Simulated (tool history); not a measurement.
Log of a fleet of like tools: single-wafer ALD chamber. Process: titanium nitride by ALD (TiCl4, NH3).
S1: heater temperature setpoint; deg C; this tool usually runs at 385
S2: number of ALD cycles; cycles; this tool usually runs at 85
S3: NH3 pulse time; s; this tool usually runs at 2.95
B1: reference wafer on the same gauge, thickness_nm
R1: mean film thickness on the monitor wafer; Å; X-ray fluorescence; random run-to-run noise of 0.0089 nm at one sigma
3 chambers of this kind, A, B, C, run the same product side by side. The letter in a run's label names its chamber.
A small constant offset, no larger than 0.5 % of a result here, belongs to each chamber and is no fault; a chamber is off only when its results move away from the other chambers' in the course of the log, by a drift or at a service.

Run 1C, hour 12.2: usual settings; B1 1.5604. Result: R1 18.755 Å.
Run 2A, hour 24.5: usual settings; B1 1.5586. Result: R1 18.961 Å.
Run 3B, hour 32.6: usual settings; B1 1.5605. Result: R1 18.685 Å.
Run 4C, hour 39.4: usual settings; B1 1.5606. Result: R1 18.876 Å.
Run 5A, hour 49.8: usual settings but S2 99 cycles, S3 3.9 s; B1 1.5601. Result: R1 22.422 Å.
Run 6B, hour 61.8: usual settings but S2 99 cycles, S3 3.9 s; B1 1.5611. Result: R1 22.027 Å.
Run 7A, hour 69.4: usual settings but S2 99 cycles, S3 3.9 s; B1 1.5606. Result: R1 22.383 Å.
Run 8B, hour 81.3: usual settings; B1 1.5595. Result: R1 18.95 Å.
Run 9C, hour 88.9: usual settings; B1 1.5603. Result: R1 18.768 Å.
Run 10C, hour 97.8: usual settings; B1 1.5603. Result: R1 18.749 Å.
Run 11B, hour 110.3: usual settings; B1 1.5589. Result: R1 18.877 Å.
Run 12A, hour 119.9: usual settings; B1 1.5608. Result: R1 18.723 Å.
Run 13A, hour 132.7: usual settings; B1 1.5603. Result: R1 18.693 Å.
Run 14B, hour 140.3: usual settings; B1 1.5599. Result: R1 18.793 Å.
Run 15C, hour 153: usual settings; B1 1.5587. Result: R1 18.746 Å.
Run 16A, hour 166.1: usual settings; B1 1.5616. Result: R1 18.756 Å.
Run 17C, hour 176.8: usual settings; B1 1.5598. Result: R1 18.788 Å.
Run 18B, hour 184.6: usual settings; B1 1.5616. Result: R1 18.994 Å.
Run 19A, hour 192.4: usual settings; B1 1.5583. Result: R1 18.941 Å.
Run 20B, hour 199.8: usual settings; B1 1.561. Result: R1 18.789 Å.
Run 21C, hour 206.7: usual settings; B1 1.5607. Result: R1 18.976 Å.
Run 22B, hour 221.7: usual settings; B1 1.5585. Result: R1 18.805 Å.
Run 23A, hour 229.3: usual settings; B1 1.5615. Result: R1 18.997 Å.
Run 24C, hour 235.9: usual settings; B1 1.5579. Result: R1 18.817 Å.
Run 25C, hour 243.3: usual settings; B1 1.5614. Result: R1 18.921 Å.
Run 26A, hour 255.8: usual settings; B1 1.5597. Result: R1 18.785 Å.
Run 27B, hour 269.3: usual settings; B1 1.5592. Result: R1 18.817 Å.
Run 28B, hour 276.8: usual settings; B1 1.5609. Result: R1 18.815 Å.
Run 29C, hour 290.4: usual settings; B1 1.5602. Result: R1 18.8 Å.
Run 30A, hour 302.6: usual settings; B1 1.559. Result: R1 18.832 Å.
Run 31A, hour 315: usual settings; B1 1.5616. Result: R1 18.765 Å.
Run 32C, hour 326.3: usual settings but S2 101 cycles, S3 2.5 s; B1 1.5608. Result: R1 22.284 Å.
Run 33B, hour 333.8: usual settings but S2 101 cycles, S3 2.5 s; B1 1.5617. Result: R1 22.426 Å.

Is one chamber out of step, is the gauge drifting, or do the chambers differ by no more than their own small offsets? For an off chamber, give its letter and the likeliest cause.

Beyond each chamber's small constant offset nothing stands out, and the gauge stays steady.
